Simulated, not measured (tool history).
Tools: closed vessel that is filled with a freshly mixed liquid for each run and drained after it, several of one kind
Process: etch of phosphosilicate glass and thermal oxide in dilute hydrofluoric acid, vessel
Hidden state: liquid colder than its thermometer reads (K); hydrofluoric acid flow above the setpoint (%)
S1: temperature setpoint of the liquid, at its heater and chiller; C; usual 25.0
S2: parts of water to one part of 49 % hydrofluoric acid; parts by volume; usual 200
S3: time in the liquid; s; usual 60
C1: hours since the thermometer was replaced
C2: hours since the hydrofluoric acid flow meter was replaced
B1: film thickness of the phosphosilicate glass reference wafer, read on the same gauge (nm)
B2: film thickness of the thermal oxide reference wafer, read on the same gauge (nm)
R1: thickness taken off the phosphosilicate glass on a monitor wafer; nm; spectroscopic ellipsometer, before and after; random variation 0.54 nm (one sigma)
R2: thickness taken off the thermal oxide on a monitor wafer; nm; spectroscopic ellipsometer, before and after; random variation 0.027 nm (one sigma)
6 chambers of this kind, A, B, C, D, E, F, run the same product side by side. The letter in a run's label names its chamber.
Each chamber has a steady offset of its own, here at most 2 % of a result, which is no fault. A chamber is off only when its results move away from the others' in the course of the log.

Run 1A, hour 9.9: usual settings; C1 62.9; C2 599.0; B1 89.982; B2 119.96. Result: R1 54.380 nm, R2 1.2960 nm.
Run 2F, hour 22.2: usual settings; C1 105.8; C2 94.7; B1 90.008; B2 120.00. Result: R1 55.132 nm, R2 1.3061 nm.
Run 3B, hour 33.7: usual settings; C1 95.8; C2 1308.5; B1 90.013; B2 119.98. Result: R1 55.753 nm, R2 1.2660 nm.
Run 4E, hour 42.1: usual settings; C1 396.7; C2 925.8; B1 90.019; B2 120.01. Result: R1 55.733 nm, R2 1.2910 nm.
Run 5D, hour 48.3: usual settings; C1 1428.9; C2 1762.0; B1 90.017; B2 119.97. Result: R1 55.881 nm, R2 1.3096 nm.
Run 6C, hour 59.8: usual settings; C1 789.0; C2 180.6; B1 90.021; B2 120.00. Result: R1 55.662 nm, R2 1.2998 nm.
Run 7B, hour 71.0: usual settings; C1 133.1; C2 1345.8; B1 90.008; B2 119.99. Result: R1 55.501 nm, R2 1.2820 nm.
Run 8E, hour 78.4: usual settings; C1 433.0; C2 962.1; B1 90.001; B2 120.02. Result: R1 55.009 nm, R2 1.2993 nm.
Run 9F, hour 84.8: usual settings; C1 168.4; C2 157.3; B1 89.977; B2 120.05. Result: R1 55.941 nm, R2 1.2669 nm.
Run 10C, hour 94.5: usual settings; C1 823.7; C2 215.3; B1 89.983; B2 119.98. Result: R1 55.392 nm, R2 1.3255 nm.
Run 11D, hour 107.2: usual settings; C1 1487.8; C2 1820.9; B1 89.991; B2 119.98. Result: R1 55.347 nm, R2 1.2774 nm.
Run 12A, hour 115.9: usual settings but S1 29.5 C, S2 240 parts by volume; C1 168.9; C2 705.0; B1 90.007; B2 119.99. Result: R1 51.264 nm, R2 1.1869 nm.
Run 13D, hour 126.4: usual settings but S1 29.5 C, S2 240 parts by volume; C1 1507.0; C2 1840.1; B1 90.009; B2 119.99. Result: R1 51.958 nm, R2 1.2060 nm.
Run 14C, hour 133.1: usual settings but S1 29.5 C, S2 240 parts by volume; C1 862.3; C2 253.9; B1 89.988; B2 119.99. Result: R1 52.802 nm, R2 1.1603 nm.
Run 15E, hour 139.2: usual settings but S1 29.5 C, S2 240 parts by volume; C1 493.8; C2 1022.9; B1 90.002; B2 120.00. Result: R1 51.551 nm, R2 1.2274 nm.
Run 16B, hour 145.0: usual settings but S1 29.5 C, S2 240 parts by volume; C1 207.1; C2 1419.8; B1 89.994; B2 120.02. Result: R1 52.416 nm, R2 1.2174 nm.
Run 17F, hour 153.9: usual settings but S1 29.5 C, S2 240 parts by volume; C1 237.5; C2 226.4; B1 89.988; B2 120.02. Result: R1 52.010 nm, R2 1.1900 nm.
Run 18A, hour 160.3: usual settings; C1 213.3; C2 749.4; B1 90.024; B2 120.01. Result: R1 55.811 nm, R2 1.2968 nm.
Run 19E, hour 167.6: usual settings; C1 522.2; C2 1051.3; B1 90.003; B2 120.01. Result: R1 55.932 nm, R2 1.3221 nm.
Run 20D, hour 178.1: usual settings; C1 1558.7; C2 1891.8; B1 89.958; B2 120.00. Result: R1 55.156 nm, R2 1.3309 nm.
Run 21A, hour 189.3: usual settings; C1 242.3; C2 778.4; B1 89.995; B2 119.99. Result: R1 56.042 nm, R2 1.2837 nm.
Run 22B, hour 197.2: usual settings; C1 259.3; C2 1472.0; B1 90.003; B2 120.01. Result: R1 55.431 nm, R2 1.2429 nm.
Run 23F, hour 203.4: usual settings; C1 287.0; C2 275.9; B1 89.996; B2 120.03. Result: R1 55.658 nm, R2 1.2928 nm.
Run 24C, hour 209.6: usual settings; C1 938.8; C2 330.4; B1 90.014; B2 120.02. Result: R1 56.031 nm, R2 1.3171 nm.
At hour 218.6: chamber D: thermometer replaced.
Run 25F, hour 220.7: usual settings; C1 304.3; C2 293.2; B1 90.032; B2 120.01. Result: R1 55.559 nm, R2 1.3030 nm.
Run 26A, hour 226.7: usual settings; C1 279.7; C2 815.8; B1 89.993; B2 119.98. Result: R1 55.228 nm, R2 1.2811 nm.
Run 27E, hour 234.7: usual settings but S1 21.5 C, S2 145 parts by volume; C1 589.3; C2 1118.4; B1 90.017; B2 119.98. Result: R1 72.430 nm, R2 1.6864 nm.
Run 28C, hour 241.7: usual settings but S1 21.5 C, S2 145 parts by volume; C1 970.9; C2 362.5; B1 90.000; B2 119.99. Result: R1 71.711 nm, R2 1.6034 nm.
Run 29B, hour 247.4: usual settings but S1 21.5 C, S2 145 parts by volume; C1 309.5; C2 1522.2; B1 89.997; B2 120.00. Result: R1 70.784 nm, R2 1.7139 nm.
Run 30D, hour 254.7: usual settings but S1 21.5 C, S2 145 parts by volume; C1 36.1; C2 1968.4; B1 89.994; B2 120.00. Result: R1 69.585 nm, R2 1.6064 nm.
Run 31A, hour 261.0: usual settings but S1 21.5 C, S2 145 parts by volume; C1 314.0; C2 850.1; B1 90.011; B2 120.01. Result: R1 71.418 nm, R2 1.6735 nm.
Run 32F, hour 267.5: usual settings but S1 21.5 C, S2 145 parts by volume; C1 351.1; C2 340.0; B1 90.037; B2 120.03. Result: R1 72.392 nm, R2 1.6399 nm.
Run 33B, hour 277.4: usual settings but S1 20.5 C; C1 339.5; C2 1552.2; B1 90.002; B2 119.98. Result: R1 46.870 nm, R2 1.0970 nm.
Run 34D, hour 289.4: usual settings but S1 20.5 C; C1 70.8; C2 2003.1; B1 89.987; B2 120.01. Result: R1 46.976 nm, R2 1.0817 nm.
Run 35C, hour 301.6: usual settings but S1 20.5 C; C1 1030.8; C2 422.4; B1 89.995; B2 120.00. Result: R1 47.121 nm, R2 1.0669 nm.
Run 36E, hour 308.3: usual settings but S1 20.5 C; C1 662.9; C2 1192.0; B1 90.026; B2 120.01. Result: R1 47.575 nm, R2 1.0840 nm.
Run 37C, hour 317.9: usual settings but S1 20.5 C; C1 1047.1; C2 438.7; B1 90.007; B2 120.00. Result: R1 46.658 nm, R2 1.0578 nm.
Run 38B, hour 324.2: usual settings but S1 20.5 C; C1 386.3; C2 1599.0; B1 89.998; B2 120.02. Result: R1 46.673 nm, R2 1.0879 nm.

All 6 chambers run these settings next. Forecast each chamber's results:
Run 39A, hour 333.6: usual settings. Result: R1 ?, R2 ?.
Run 39B, hour 333.6: usual settings. Result: R1 ?, R2 ?.
Run 39C, hour 333.6: usual settings. Result: R1 ?, R2 ?.
Run 39D, hour 333.6: usual settings. Result: R1 ?, R2 ?.
Run 39E, hour 333.6: usual settings. Result: R1 ?, R2 ?.
Run 39F, hour 333.6: usual settings. Result: R1 ?, R2 ?.

run      R1      R2
39A  55.797  1.2913
39B  55.266  1.2835
39C  55.683  1.2798
39D  56.223  1.2655
39E  55.859  1.3069
39F  55.719  1.3038

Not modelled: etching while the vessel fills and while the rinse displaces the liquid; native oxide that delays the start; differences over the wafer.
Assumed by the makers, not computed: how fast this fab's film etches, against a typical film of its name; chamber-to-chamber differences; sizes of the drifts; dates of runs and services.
